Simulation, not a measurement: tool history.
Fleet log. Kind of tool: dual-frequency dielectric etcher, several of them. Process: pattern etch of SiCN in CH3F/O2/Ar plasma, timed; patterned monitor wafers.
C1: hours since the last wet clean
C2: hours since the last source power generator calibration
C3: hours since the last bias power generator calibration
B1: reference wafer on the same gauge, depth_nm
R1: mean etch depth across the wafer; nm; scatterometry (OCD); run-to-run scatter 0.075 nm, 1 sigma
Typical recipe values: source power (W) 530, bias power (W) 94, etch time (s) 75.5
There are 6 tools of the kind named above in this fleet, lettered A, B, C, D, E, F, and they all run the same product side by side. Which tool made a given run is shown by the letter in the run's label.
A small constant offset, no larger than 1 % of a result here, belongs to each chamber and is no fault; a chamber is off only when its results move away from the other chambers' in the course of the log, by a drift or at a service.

run 1B hour=4.5 | source_power_(W)=530 bias_power_(W)=94 etch_time_(s)=75.5 | C1=255.2 C2=2636.8 C3=1636.3 | B1=28.897 | R1=34.760
run 2A hour=10.7 | source_power_(W)=530 bias_power_(W)=94 etch_time_(s)=75.5 | C1=384.3 C2=426.6 C3=1129.8 | B1=28.909 | R1=35.020
run 3F hour=15.3 | source_power_(W)=530 bias_power_(W)=94 etch_time_(s)=75.5 | C1=587.8 C2=149.5 C3=1931.3 | B1=28.888 | R1=34.401
run 4D hour=22.0 | source_power_(W)=530 bias_power_(W)=94 etch_time_(s)=75.5 | C1=314.5 C2=3153.8 C3=838.9 | B1=28.899 | R1=34.341
run 5C hour=28.3 | source_power_(W)=530 bias_power_(W)=94 etch_time_(s)=75.5 | C1=78.0 C2=1488.2 C3=4424.5 | B1=28.917 | R1=34.939
run 6E hour=33.4 | source_power_(W)=530 bias_power_(W)=94 etch_time_(s)=75.5 | C1=86.6 C2=1061.7 C3=2444.8 | B1=28.899 | R1=34.434
run 7E hour=40.6 | source_power_(W)=530 bias_power_(W)=94 etch_time_(s)=75.5 | C1=93.8 C2=1068.9 C3=2452.0 | B1=28.895 | R1=34.570
run 8F hour=44.9 | source_power_(W)=530 bias_power_(W)=94 etch_time_(s)=75.5 | C1=617.4 C2=179.1 C3=1960.9 | B1=28.906 | R1=34.341
run 9B hour=50.1 | source_power_(W)=530 bias_power_(W)=94 etch_time_(s)=75.5 | C1=300.8 C2=2682.4 C3=1681.9 | B1=28.909 | R1=34.774
run 10D hour=55.3 | source_power_(W)=530 bias_power_(W)=94 etch_time_(s)=75.5 | C1=347.8 C2=3187.1 C3=872.2 | B1=28.901 | R1=34.418
run 11A hour=62.5 | source_power_(W)=490 bias_power_(W)=94 etch_time_(s)=75.5 | C1=436.1 C2=478.4 C3=1181.6 | B1=28.895 | R1=34.021
-- hour=62.6 chamber F: wet clean of the chamber
run 12C hour=71.3 | source_power_(W)=490 bias_power_(W)=94 etch_time_(s)=75.5 | C1=121.0 C2=1531.2 C3=4467.5 | B1=28.902 | R1=33.935
run 13D hour=80.7 | source_power_(W)=490 bias_power_(W)=94 etch_time_(s)=75.5 | C1=373.2 C2=3212.5 C3=897.6 | B1=28.907 | R1=33.465
run 14F hour=85.4 | source_power_(W)=490 bias_power_(W)=94 etch_time_(s)=75.5 | C1=22.9 C2=219.6 C3=2001.4 | B1=28.921 | R1=33.485
run 15A hour=92.5 | source_power_(W)=490 bias_power_(W)=94 etch_time_(s)=75.5 | C1=466.1 C2=508.4 C3=1211.6 | B1=28.899 | R1=33.879
run 16B hour=99.9 | source_power_(W)=490 bias_power_(W)=94 etch_time_(s)=75.5 | C1=350.6 C2=2732.2 C3=1731.7 | B1=28.897 | R1=33.655
run 17E hour=107.0 | source_power_(W)=530 bias_power_(W)=94 etch_time_(s)=75.5 | C1=160.2 C2=1135.3 C3=2518.4 | B1=28.900 | R1=34.605
run 18C hour=111.1 | source_power_(W)=530 bias_power_(W)=94 etch_time_(s)=75.5 | C1=160.8 C2=1571.0 C3=4507.3 | B1=28.895 | R1=34.904
run 19E hour=115.7 | source_power_(W)=420 bias_power_(W)=103 etch_time_(s)=75.5 | C1=168.9 C2=1144.0 C3=2527.1 | B1=28.882 | R1=32.572
-- hour=117.6 chamber C: bias power generator calibrated
run 20B hour=120.5 | source_power_(W)=420 bias_power_(W)=103 etch_time_(s)=75.5 | C1=371.2 C2=2752.8 C3=1752.3 | B1=28.909 | R1=32.980
run 21F hour=126.0 | source_power_(W)=420 bias_power_(W)=103 etch_time_(s)=75.5 | C1=63.5 C2=260.2 C3=2042.0 | B1=28.889 | R1=32.558
run 22C hour=131.7 | source_power_(W)=420 bias_power_(W)=103 etch_time_(s)=75.5 | C1=181.4 C2=1591.6 C3=14.1 | B1=28.891 | R1=33.174
run 23A hour=135.9 | source_power_(W)=420 bias_power_(W)=103 etch_time_(s)=75.5 | C1=509.5 C2=551.8 C3=1255.0 | B1=28.899 | R1=33.213
run 24D hour=144.7 | source_power_(W)=420 bias_power_(W)=103 etch_time_(s)=75.5 | C1=437.2 C2=3276.5 C3=961.6 | B1=28.898 | R1=32.704
run 25D hour=149.7 | source_power_(W)=530 bias_power_(W)=94 etch_time_(s)=75.5 | C1=442.2 C2=3281.5 C3=966.6 | B1=28.905 | R1=34.492
run 26E hour=156.9 | source_power_(W)=530 bias_power_(W)=94 etch_time_(s)=75.5 | C1=210.1 C2=1185.2 C3=2568.3 | B1=28.910 | R1=34.413
run 27C hour=164.7 | source_power_(W)=530 bias_power_(W)=94 etch_time_(s)=75.5 | C1=214.4 C2=1624.6 C3=47.1 | B1=28.884 | R1=34.984
run 28B hour=171.2 | source_power_(W)=530 bias_power_(W)=79 etch_time_(s)=75.5 | C1=421.9 C2=2803.5 C3=1803.0 | B1=28.898 | R1=32.705
run 29F hour=176.8 | source_power_(W)=530 bias_power_(W)=79 etch_time_(s)=75.5 | C1=114.3 C2=311.0 C3=2092.8 | B1=28.904 | R1=32.376
run 30A hour=183.1 | source_power_(W)=530 bias_power_(W)=79 etch_time_(s)=75.5 | C1=556.7 C2=599.0 C3=1302.2 | B1=28.896 | R1=32.910
run 31C hour=192.5 | source_power_(W)=530 bias_power_(W)=79 etch_time_(s)=75.5 | C1=242.2 C2=1652.4 C3=74.9 | B1=28.887 | R1=32.769
run 32A hour=198.1 | source_power_(W)=530 bias_power_(W)=79 etch_time_(s)=75.5 | C1=571.7 C2=614.0 C3=1317.2 | B1=28.901 | R1=32.835
run 33D hour=204.8 | source_power_(W)=530 bias_power_(W)=79 etch_time_(s)=75.5 | C1=497.3 C2=3336.6 C3=1021.7 | B1=28.914 | R1=32.371
run 34E hour=212.5 | source_power_(W)=530 bias_power_(W)=94 etch_time_(s)=75.5 | C1=265.7 C2=1240.8 C3=2623.9 | B1=28.897 | R1=34.606
-- hour=215.5 chamber B: wet clean of the chamber
run 35B hour=219.3 | source_power_(W)=530 bias_power_(W)=94 etch_time_(s)=87.0 | C1=3.9 C2=2851.6 C3=1851.1 | B1=28.884 | R1=40.075
run 36F hour=224.9 | source_power_(W)=530 bias_power_(W)=94 etch_time_(s)=87.0 | C1=162.4 C2=359.1 C3=2140.9 | B1=28.897 | R1=39.899
run 37F hour=229.0 | source_power_(W)=530 bias_power_(W)=94 etch_time_(s)=87.0 | C1=166.5 C2=363.2 C3=2145.0 | B1=28.905 | R1=39.693
run 38C hour=237.5 | source_power_(W)=530 bias_power_(W)=94 etch_time_(s)=87.0 | C1=287.2 C2=1697.4 C3=119.9 | B1=28.907 | R1=40.081
run 39A hour=243.6 | source_power_(W)=530 bias_power_(W)=94 etch_time_(s)=87.0 | C1=617.2 C2=659.5 C3=1362.7 | B1=28.890 | R1=40.295
run 40B hour=251.0 | source_power_(W)=530 bias_power_(W)=94 etch_time_(s)=87.0 | C1=35.6 C2=2883.3 C3=1882.8 | B1=28.903 | R1=40.151
run 41E hour=258.0 | source_power_(W)=530 bias_power_(W)=94 etch_time_(s)=75.5 | C1=311.2 C2=1286.3 C3=2669.4 | B1=28.910 | R1=34.346
run 42D hour=265.7 | source_power_(W)=530 bias_power_(W)=94 etch_time_(s)=75.5 | C1=558.2 C2=3397.5 C3=1082.6 | B1=28.900 | R1=34.311

Is one chamber off against the others, does the gauge drift, or is nothing wrong? If a chamber is off, say which, and what the likeliest cause is.

No chamber stands off beyond its own small offset, and the gauge holds steady.
